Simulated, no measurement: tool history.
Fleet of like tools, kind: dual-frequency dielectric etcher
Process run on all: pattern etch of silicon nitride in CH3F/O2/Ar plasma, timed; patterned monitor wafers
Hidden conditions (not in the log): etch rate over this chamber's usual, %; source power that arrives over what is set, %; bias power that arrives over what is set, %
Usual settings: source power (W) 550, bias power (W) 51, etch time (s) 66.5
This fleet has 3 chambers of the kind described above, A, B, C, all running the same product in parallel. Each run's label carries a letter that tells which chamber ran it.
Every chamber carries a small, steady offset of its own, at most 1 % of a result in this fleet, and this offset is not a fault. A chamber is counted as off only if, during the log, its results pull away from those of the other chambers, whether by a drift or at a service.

| run | hour | source power (W) | bias power (W) | etch time (s) | hours since the last wet clean | hours since the last source power generator calibration | hours since the last bias power generator calibration | read-back reference wafer on the same gauge, depth_nm | mean etch depth across the wafer (nm) |
|---|---|---|---|---|---|---|---|---|---|
| 1C | 15.1 | 550 | 51 | 66.5 | 443.7 | 1729.7 | 119.2 | 38.691 | 46.754 |
| 2B | 22.2 | 550 | 51 | 66.5 | 327.1 | 3632.4 | 3133.8 | 38.714 | 47.169 |
|  | 26.9 | chamber C: wet clean of the chamber |
| 3A | 31.6 | 550 | 51 | 66.5 | 255.5 | 2514.5 | 3730.1 | 38.716 | 46.851 |
| 4A | 42.4 | 550 | 51 | 66.5 | 266.3 | 2525.3 | 3740.9 | 38.721 | 46.950 |
| 5C | 49.4 | 550 | 51 | 66.5 | 22.5 | 1764.0 | 153.5 | 38.717 | 46.783 |
| 6B | 62.1 | 550 | 51 | 66.5 | 367.0 | 3672.3 | 3173.7 | 38.731 | 47.169 |
| 7C | 71.0 | 550 | 51 | 66.5 | 44.1 | 1785.6 | 175.1 | 38.733 | 46.853 |
|  | 85.1 | chamber B: source power generator calibrated |
| 8B | 85.3 | 550 | 51 | 66.5 | 390.2 | 0.3 | 3196.9 | 38.741 | 47.216 |
| 9A | 93.6 | 550 | 51 | 66.5 | 317.5 | 2576.5 | 3792.1 | 38.739 | 46.898 |
| 10C | 108.5 | 680 | 51 | 66.5 | 81.6 | 1823.1 | 212.6 | 38.745 | 50.927 |
| 11A | 120.0 | 680 | 51 | 66.5 | 343.9 | 2602.9 | 3818.5 | 38.743 | 51.169 |
| 12B | 131.9 | 680 | 51 | 66.5 | 436.8 | 46.9 | 3243.5 | 38.748 | 51.450 |
| 13A | 142.1 | 550 | 51 | 66.5 | 366.0 | 2625.0 | 3840.6 | 38.758 | 47.025 |
| 14B | 150.9 | 550 | 51 | 66.5 | 455.8 | 65.9 | 3262.5 | 38.776 | 47.222 |
| 15C | 166.5 | 550 | 51 | 66.5 | 139.6 | 1881.1 | 270.6 | 38.762 | 46.842 |
| 16B | 179.8 | 550 | 51 | 66.5 | 484.7 | 94.8 | 3291.4 | 38.777 | 47.223 |
| 17C | 192.2 | 550 | 51 | 66.5 | 165.3 | 1906.8 | 296.3 | 38.790 | 46.855 |
| 18A | 206.1 | 550 | 51 | 66.5 | 430.0 | 2689.0 | 3904.6 | 38.798 | 46.987 |
| 19B | 218.6 | 550 | 51 | 66.5 | 523.5 | 133.6 | 3330.2 | 38.801 | 47.250 |
|  | 225.3 | chamber B: wet clean of the chamber |
| 20C | 231.4 | 550 | 51 | 66.5 | 204.5 | 1946.0 | 335.5 | 38.810 | 46.898 |
| 21A | 239.2 | 550 | 51 | 66.5 | 463.1 | 2722.1 | 3937.7 | 38.800 | 46.971 |
| 22B | 251.9 | 550 | 51 | 66.5 | 26.6 | 166.9 | 3363.5 | 38.804 | 47.286 |
|  | 263.9 | chamber A: wet clean of the chamber |
| 23A | 264.3 | 550 | 51 | 66.5 | 0.5 | 2747.2 | 3962.8 | 38.838 | 47.067 |
| 24C | 275.6 | 550 | 51 | 66.5 | 248.7 | 1990.2 | 379.7 | 38.827 | 46.824 |
| 25C | 289.4 | 550 | 51 | 66.5 | 262.5 | 2004.0 | 393.5 | 38.833 | 46.789 |
| 26B | 299.7 | 550 | 51 | 66.5 | 74.4 | 214.7 | 3411.3 | 38.845 | 47.150 |
| 27A | 311.8 | 550 | 51 | 66.5 | 48.0 | 2794.7 | 4010.3 | 38.854 | 47.115 |
| 28A | 324.6 | 550 | 51 | 66.5 | 60.8 | 2807.5 | 4023.1 | 38.843 | 47.109 |
| 29B | 334.1 | 550 | 51 | 66.5 | 108.8 | 249.1 | 3445.7 | 38.849 | 47.329 |
| 30C | 342.5 | 550 | 51 | 66.5 | 315.6 | 2057.1 | 446.6 | 38.863 | 46.901 |
| 31C | 350.0 | 550 | 51 | 66.5 | 323.1 | 2064.6 | 454.1 | 38.870 | 47.072 |
|  | 350.4 | chamber C: source power generator calibrated |
| 32B | 360.3 | 550 | 51 | 66.5 | 135.0 | 275.3 | 3471.9 | 38.860 | 47.346 |
| 33A | 367.4 | 550 | 51 | 66.5 | 103.6 | 2850.3 | 4065.9 | 38.858 | 47.068 |
| 34B | 377.1 | 550 | 51 | 66.5 | 151.8 | 292.1 | 3488.7 | 38.868 | 47.388 |
|  | 390.7 | chamber C: wet clean of the chamber |
| 35A | 393.1 | 550 | 41 | 77.0 | 129.3 | 2876.0 | 4091.6 | 38.886 | 51.152 |
| 36C | 408.4 | 550 | 41 | 77.0 | 17.8 | 58.1 | 512.5 | 38.879 | 50.996 |
| 37A | 419.7 | 550 | 41 | 77.0 | 155.9 | 2902.6 | 4118.2 | 38.889 | 51.087 |
| 38C | 435.4 | 550 | 51 | 66.5 | 44.8 | 85.1 | 539.5 | 38.889 | 46.986 |
| 39B | 449.5 | 550 | 51 | 66.5 | 224.2 | 364.5 | 3561.1 | 38.903 | 47.387 |

Is one chamber off against the others, does the gauge drift, or is nothing wrong? If a chamber is off, say which, and what the likeliest cause is.

None of the chambers is off. What moves is the gauge, dragging all their readings along together.
What lies behind it: gauge reads high (%) = 0.542.
